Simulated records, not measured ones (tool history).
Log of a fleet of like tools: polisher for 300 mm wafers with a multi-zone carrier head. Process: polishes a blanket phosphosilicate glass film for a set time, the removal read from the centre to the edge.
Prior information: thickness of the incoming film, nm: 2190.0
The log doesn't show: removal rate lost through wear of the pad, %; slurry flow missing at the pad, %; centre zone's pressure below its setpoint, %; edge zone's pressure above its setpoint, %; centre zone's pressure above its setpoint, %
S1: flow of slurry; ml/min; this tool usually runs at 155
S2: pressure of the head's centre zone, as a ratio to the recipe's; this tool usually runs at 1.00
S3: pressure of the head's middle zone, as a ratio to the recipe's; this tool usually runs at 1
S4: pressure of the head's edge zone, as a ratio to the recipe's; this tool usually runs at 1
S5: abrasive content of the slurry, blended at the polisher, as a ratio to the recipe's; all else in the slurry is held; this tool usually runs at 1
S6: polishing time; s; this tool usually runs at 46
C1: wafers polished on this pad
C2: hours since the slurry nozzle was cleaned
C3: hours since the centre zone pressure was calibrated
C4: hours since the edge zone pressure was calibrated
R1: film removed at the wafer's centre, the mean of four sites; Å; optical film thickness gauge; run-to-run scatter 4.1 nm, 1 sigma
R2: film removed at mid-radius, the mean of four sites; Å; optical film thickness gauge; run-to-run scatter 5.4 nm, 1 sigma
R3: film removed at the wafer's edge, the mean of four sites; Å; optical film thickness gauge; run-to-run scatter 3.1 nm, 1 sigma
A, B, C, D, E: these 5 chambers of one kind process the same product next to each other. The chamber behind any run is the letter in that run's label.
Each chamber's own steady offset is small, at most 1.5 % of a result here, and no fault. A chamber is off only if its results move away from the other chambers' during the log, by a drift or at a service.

run 1E day=0.321 | S1=155 S2=1.00 S3=1 S4=1 S5=1 S6=46 | C1=1225 C2=384.0 C3=110.7 C4=374.1 | R1=4060.1 R2=3990.8 R3=4061.6
-- day=0.358 chamber D: worn pad replaced by a new one
-- day=0.475 chamber C: worn pad replaced by a new one
run 2A day=0.600 | S1=155 S2=1.00 S3=1 S4=1 S5=1 S6=46 | C1=774 C2=876.2 C3=407.6 C4=326.6 | R1=4046.9 R2=3919.1 R3=3941.1
-- day=0.792 chamber A: slurry nozzle cleaned
run 3D day=0.804 | S1=155 S2=1.00 S3=1 S4=1 S5=1 S6=46 | C1=181 C2=254.5 C3=204.7 C4=204.7 | R1=4022.4 R2=4043.1 R3=4001.9
run 4C day=1.025 | S1=155 S2=1.00 S3=1 S4=1 S5=1 S6=46 | C1=224 C2=499.8 C3=1074.8 C4=768.1 | R1=4057.4 R2=4033.9 R3=4033.5
-- day=1.225 chamber A: worn pad replaced by a new one
run 5B day=1.246 | S1=155 S2=1.00 S3=1 S4=1 S5=1 S6=46 | C1=1255 C2=795.8 C3=251.2 C4=110.9 | R1=3993.0 R2=4028.1 R3=4021.3
-- day=1.354 chamber E: worn pad replaced by a new one
run 6E day=1.429 | S1=155 S2=1.00 S3=1 S4=1 S5=1 S6=46 | C1=30 C2=410.6 C3=137.3 C4=400.7 | R1=4007.8 R2=3987.5 R3=4096.9
-- day=1.488 chamber B: worn pad replaced by a new one
run 7D day=1.692 | S1=155 S2=1.00 S3=1 S4=1 S5=1 S6=46 | C1=542 C2=275.8 C3=226.0 C4=226.0 | R1=4026.4 R2=4002.3 R3=4023.0
-- day=1.804 chamber C: centre zone pressure recalibrated
run 8A day=1.846 | S1=155 S2=1.00 S3=1 S4=1 S5=1 S6=46 | C1=252 C2=25.4 C3=437.5 C4=356.5 | R1=3956.9 R2=4011.1 R3=4002.3
run 9C day=2.100 | S1=185 S2=0.92 S3=1 S4=1 S5=1 S6=46 | C1=661 C2=525.6 C3=7.2 C4=793.9 | R1=3803.5 R2=4085.5 R3=4021.0
run 10B day=2.250 | S1=185 S2=0.92 S3=1 S4=1 S5=1 S6=46 | C1=309 C2=819.9 C3=275.3 C4=135.0 | R1=3669.8 R2=4150.9 R3=4085.9
-- day=2.442 chamber C: worn pad replaced by a new one
run 11E day=2.538 | S1=185 S2=0.92 S3=1 S4=1 S5=1 S6=46 | C1=480 C2=437.2 C3=163.9 C4=427.3 | R1=3858.1 R2=4068.4 R3=4180.8
run 12B day=2.738 | S1=185 S2=0.92 S3=1 S4=1 S5=1 S6=46 | C1=507 C2=831.6 C3=287.0 C4=146.7 | R1=3680.7 R2=4063.0 R3=4118.1
run 13A day=2.942 | S1=185 S2=0.92 S3=1 S4=1 S5=1 S6=46 | C1=697 C2=51.7 C3=463.8 C4=382.8 | R1=3717.3 R2=4123.8 R3=4093.1
-- day=3.062 chamber B: slurry nozzle cleaned
run 14C day=3.112 | S1=155 S2=1.00 S3=1 S4=1 S5=1 S6=46 | C1=273 C2=549.9 C3=31.5 C4=818.2 | R1=4025.3 R2=3953.9 R3=3977.8
-- day=3.217 chamber D: worn pad replaced by a new one
run 15D day=3.421 | S1=155 S2=1.00 S3=1 S4=1 S5=1 S6=46 | C1=83 C2=317.3 C3=267.5 C4=267.5 | R1=3903.7 R2=4031.6 R3=4007.4
-- day=3.508 chamber A: worn pad replaced by a new one
run 16D day=3.571 | S1=155 S2=1.00 S3=1 S4=1 S5=1 S6=46 | C1=144 C2=320.9 C3=271.1 C4=271.1 | R1=3977.2 R2=4078.2 R3=3966.9
run 17A day=3.817 | S1=155 S2=1.00 S3=1 S4=1 S5=1 S6=46 | C1=125 C2=72.7 C3=484.8 C4=403.8 | R1=4026.0 R2=3958.5 R3=4002.1
run 18C day=3.992 | S1=155 S2=1.00 S3=1 S4=1 S5=1 S6=46 | C1=630 C2=571.0 C3=52.6 C4=839.3 | R1=3980.7 R2=3922.5 R3=4028.5
run 19E day=4.171 | S1=155 S2=1.00 S3=1 S4=1 S5=1 S6=46 | C1=1143 C2=476.4 C3=203.1 C4=466.5 | R1=3986.7 R2=4069.8 R3=4022.4
-- day=4.188 chamber C: worn pad replaced by a new one
-- day=4.442 chamber B: worn pad replaced by a new one
run 20B day=4.500 | S1=155 S2=1.00 S3=1 S4=1 S5=1 S6=46 | C1=24 C2=34.5 C3=329.3 C4=189.0 | R1=3935.1 R2=3923.8 R3=3967.7
run 21E day=4.729 | S1=155 S2=1.00 S3=1 S4=1 S5=1 S6=46 | C1=1370 C2=489.8 C3=216.5 C4=479.9 | R1=4029.4 R2=4071.9 R3=4078.1
-- day=4.750 chamber C: slurry nozzle cleaned
-- day=4.767 chamber E: worn pad replaced by a new one
run 22C day=5.042 | S1=155 S2=1.00 S3=1 S4=1 S5=1 S6=46 | C1=346 C2=7.0 C3=77.8 C4=864.5 | R1=3956.1 R2=3992.5 R3=4012.7
run 23A day=5.371 | S1=155 S2=1.00 S3=1 S4=1 S5=1 S6=46 | C1=756 C2=110.0 C3=522.1 C4=441.1 | R1=3986.8 R2=4074.6 R3=4006.4
run 24B day=5.542 | S1=155 S2=1.00 S3=1 S4=1 S5=1 S6=46 | C1=447 C2=59.5 C3=354.3 C4=214.0 | R1=4030.4 R2=3903.6 R3=4066.6
-- day=5.700 chamber A: worn pad replaced by a new one
run 25D day=5.858 | S1=155 S2=1.00 S3=1 S4=1 S5=1 S6=46 | C1=1073 C2=375.8 C3=326.0 C4=326.0 | R1=3986.1 R2=4078.3 R3=4042.0
-- day=5.938 chamber D: worn pad replaced by a new one
-- day=6.029 chamber C: worn pad replaced by a new one
run 26B day=6.050 | S1=155 S2=1.00 S3=1 S4=1 S5=1 S6=46 | C1=653 C2=71.7 C3=366.5 C4=226.2 | R1=4027.4 R2=3913.2 R3=4038.1
run 27E day=6.246 | S1=155 S2=1.00 S3=1 S4=1 S5=1 S6=46 | C1=601 C2=526.2 C3=252.9 C4=516.3 | R1=3974.6 R2=4117.0 R3=4041.4
run 28D day=6.571 | S1=155 S2=1.00 S3=1 S4=1 S5=1 S6=46 | C1=257 C2=392.9 C3=343.1 C4=343.1 | R1=3938.5 R2=3984.6 R3=4059.9
run 29A day=6.783 | S1=155 S2=1.00 S3=1 S4=1 S5=1 S6=46 | C1=440 C2=143.9 C3=556.0 C4=475.0 | R1=3977.4 R2=4087.2 R3=4032.9
run 30C day=6.992 | S1=135 S2=1.04 S3=1 S4=1 S5=1 S6=46 | C1=391 C2=53.8 C3=124.6 C4=911.3 | R1=4102.8 R2=3822.3 R3=3882.7
run 31E day=7.288 | S1=135 S2=1.04 S3=1 S4=1 S5=1 S6=46 | C1=1024 C2=551.2 C3=277.9 C4=541.3 | R1=4006.3 R2=3880.0 R3=3965.6

All 5 chambers run these settings next. Forecast each chamber's results:
run 32A day=7.525 | S1=155 S2=1.06 S3=1 S4=1 S5=1 S6=46 | R1=? R2=? R3=?
run 32B day=7.525 | S1=155 S2=1.06 S3=1 S4=1 S5=1 S6=46 | R1=? R2=? R3=?
run 32C day=7.525 | S1=155 S2=1.06 S3=1 S4=1 S5=1 S6=46 | R1=? R2=? R3=?
run 32D day=7.525 | S1=155 S2=1.06 S3=1 S4=1 S5=1 S6=46 | R1=? R2=? R3=?
run 32E day=7.525 | S1=155 S2=1.06 S3=1 S4=1 S5=1 S6=46 | R1=? R2=? R3=?

run=32A R1=4276.9 R2=3997.6 R3=3979.1
run=32B R1=4296.5 R2=3985.3 R3=4026.8
run=32C R1=4294.6 R2=3971.2 R3=4017.3
run=32D R1=4186.5 R2=3959.0 R3=4051.9
run=32E R1=4310.9 R2=3977.4 R3=4018.6
